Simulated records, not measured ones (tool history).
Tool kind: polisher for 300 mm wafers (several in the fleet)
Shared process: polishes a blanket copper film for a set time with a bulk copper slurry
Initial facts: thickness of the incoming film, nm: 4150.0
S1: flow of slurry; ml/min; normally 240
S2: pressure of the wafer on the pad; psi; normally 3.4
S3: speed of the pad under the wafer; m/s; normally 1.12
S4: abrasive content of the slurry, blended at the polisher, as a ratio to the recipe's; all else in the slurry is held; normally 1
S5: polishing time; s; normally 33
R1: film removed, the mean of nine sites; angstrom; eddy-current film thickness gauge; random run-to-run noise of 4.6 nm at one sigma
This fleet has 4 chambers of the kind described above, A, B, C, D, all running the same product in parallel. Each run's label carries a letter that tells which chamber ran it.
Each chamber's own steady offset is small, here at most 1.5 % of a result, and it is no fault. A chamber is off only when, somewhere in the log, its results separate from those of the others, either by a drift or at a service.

-- hour=10.7 chamber C: worn pad replaced by a new one
run 1C hour=14 | S1=240 S2=3.4 S3=1.12 S4=1 S5=33 | R1=4780.2
-- hour=21.6 chamber A: worn pad replaced by a new one
run 2B hour=26.8 | S1=240 S2=3.4 S3=1.12 S4=1 S5=33 | R1=4750.1
-- hour=32.4 chamber D: worn pad replaced by a new one
run 3D hour=40.5 | S1=240 S2=3.4 S3=1.12 S4=1 S5=33 | R1=4786.9
-- hour=48.5 chamber C: head pressure recalibrated
run 4A hour=50 | S1=240 S2=3.4 S3=1.12 S4=1 S5=33 | R1=4860.7
run 5C hour=57.3 | S1=240 S2=3.4 S3=1.12 S4=1 S5=33 | R1=4897.4
-- hour=62.8 chamber B: worn pad replaced by a new one
-- hour=64.8 chamber C: worn pad replaced by a new one
run 6D hour=67 | S1=240 S2=3.4 S3=1.12 S4=1 S5=33 | R1=4822.8
run 7B hour=75.9 | S1=240 S2=3.4 S3=1.12 S4=1 S5=33 | R1=4664.1
run 8A hour=84.1 | S1=240 S2=3.4 S3=1.12 S4=1 S5=33 | R1=4901.4
-- hour=85.6 chamber A: worn pad replaced by a new one
run 9A hour=96.7 | S1=240 S2=3.4 S3=1.12 S4=1 S5=33 | R1=4838.8
run 10D hour=103.3 | S1=240 S2=3.4 S3=1.12 S4=1 S5=33 | R1=4828.6
run 11B hour=112 | S1=240 S2=3.4 S3=1.12 S4=1 S5=33 | R1=4571.8
-- hour=120.6 chamber C: worn pad replaced by a new one
run 12C hour=121.1 | S1=240 S2=3.4 S3=1.12 S4=1 S5=33 | R1=4859.7
-- hour=122.5 chamber A: slurry blender recalibrated
run 13B hour=130.4 | S1=215 S2=3.4 S3=1.12 S4=1.1 S5=33 | R1=4704.3
run 14A hour=137.2 | S1=215 S2=3.4 S3=1.12 S4=1.1 S5=33 | R1=4922.2
-- hour=141.8 chamber D: slurry blender recalibrated
-- hour=142.4 chamber A: slurry nozzle cleaned
-- hour=142.5 chamber A: head pressure recalibrated
-- hour=147.1 chamber B: head pressure recalibrated
run 15D hour=147.7 | S1=215 S2=3.4 S3=1.12 S4=1.1 S5=33 | R1=4909.1
-- hour=148.1 chamber D: worn pad replaced by a new one
-- hour=148.5 chamber A: worn pad replaced by a new one
-- hour=151.4 chamber C: slurry nozzle cleaned
run 16C hour=154.7 | S1=215 S2=3.4 S3=1.12 S4=1.1 S5=33 | R1=4942.1
-- hour=156.4 chamber B: slurry nozzle cleaned
run 17D hour=168.5 | S1=240 S2=3.4 S3=1.12 S4=1 S5=33 | R1=4818.9
-- hour=170.2 chamber B: worn pad replaced by a new one
-- hour=170.2 chamber C: worn pad replaced by a new one
run 18B hour=182.9 | S1=240 S2=3.4 S3=1.12 S4=1 S5=33 | R1=4648
-- hour=188 chamber C: slurry blender recalibrated
run 19C hour=196.2 | S1=240 S2=3.4 S3=1.12 S4=1 S5=33 | R1=4831.8
-- hour=207.7 chamber A: worn pad replaced by a new one
run 20A hour=208.2 | S1=240 S2=3.4 S3=1.12 S4=1 S5=33 | R1=4812.7
-- hour=215.9 chamber C: worn pad replaced by a new one
run 21C hour=221.3 | S1=240 S2=3.4 S3=1.12 S4=1 S5=33 | R1=4865.1
-- hour=222.7 chamber D: slurry nozzle cleaned
run 22D hour=227.5 | S1=240 S2=2.4 S3=1.12 S4=1 S5=23 | R1=2396
run 23B hour=234.8 | S1=240 S2=2.4 S3=1.12 S4=1 S5=23 | R1=2194.6
run 24A hour=242.3 | S1=240 S2=2.4 S3=1.12 S4=1 S5=23 | R1=2399.7
-- hour=243.7 chamber A: slurry blender recalibrated
-- hour=246.9 chamber D: worn pad replaced by a new one
run 25A hour=251.9 | S1=240 S2=2.4 S3=1.12 S4=1 S5=23 | R1=2427.6
run 26D hour=258.3 | S1=240 S2=3.4 S3=1.12 S4=1 S5=33 | R1=4843.7

Which is it: a chamber that has drifted or been left off by a service, a gauge drift common to all chambers, or only each chamber's usual small offset? If a chamber is off, name it and its likeliest cause.

Chamber B drifts away from the others.
Cause: abrasive missing from the slurry, % = 28.6.

Below are 4 candidate recipes for chamber B's next run, each the usual settings with a change, their results shown as question marks. Which of them brings B's results back in line with what the other chambers give on the usual settings?
Allowed miss from the other chambers' usual-settings mean, per result, to count as in line: R1 160 angstrom
run 27B-1 hour=268.6 | S1=240 S2=3.7 S3=1.12 S4=1 S5=33 | R1=?
run 27B-2 hour=268.6 | S1=235 S2=3.1 S3=1.12 S4=1 S5=33 | R1=?
run 27B-3 hour=268.6 | S1=240 S2=3.2 S3=1.06 S4=1 S5=31 | R1=?
run 27B-4 hour=268.6 | S1=240 S2=3.6 S3=1.18 S4=1 S5=35 | R1=?

What the other chambers average on the usual settings: R1 4868.9 angstrom
run=27B-1 R1=4804.7
run=27B-2 R1=4026.7
run=27B-3 R1=3702.3
run=27B-4 R1=5226
The answer is 27B-1, which returns the chamber to within the allowed miss of the others.
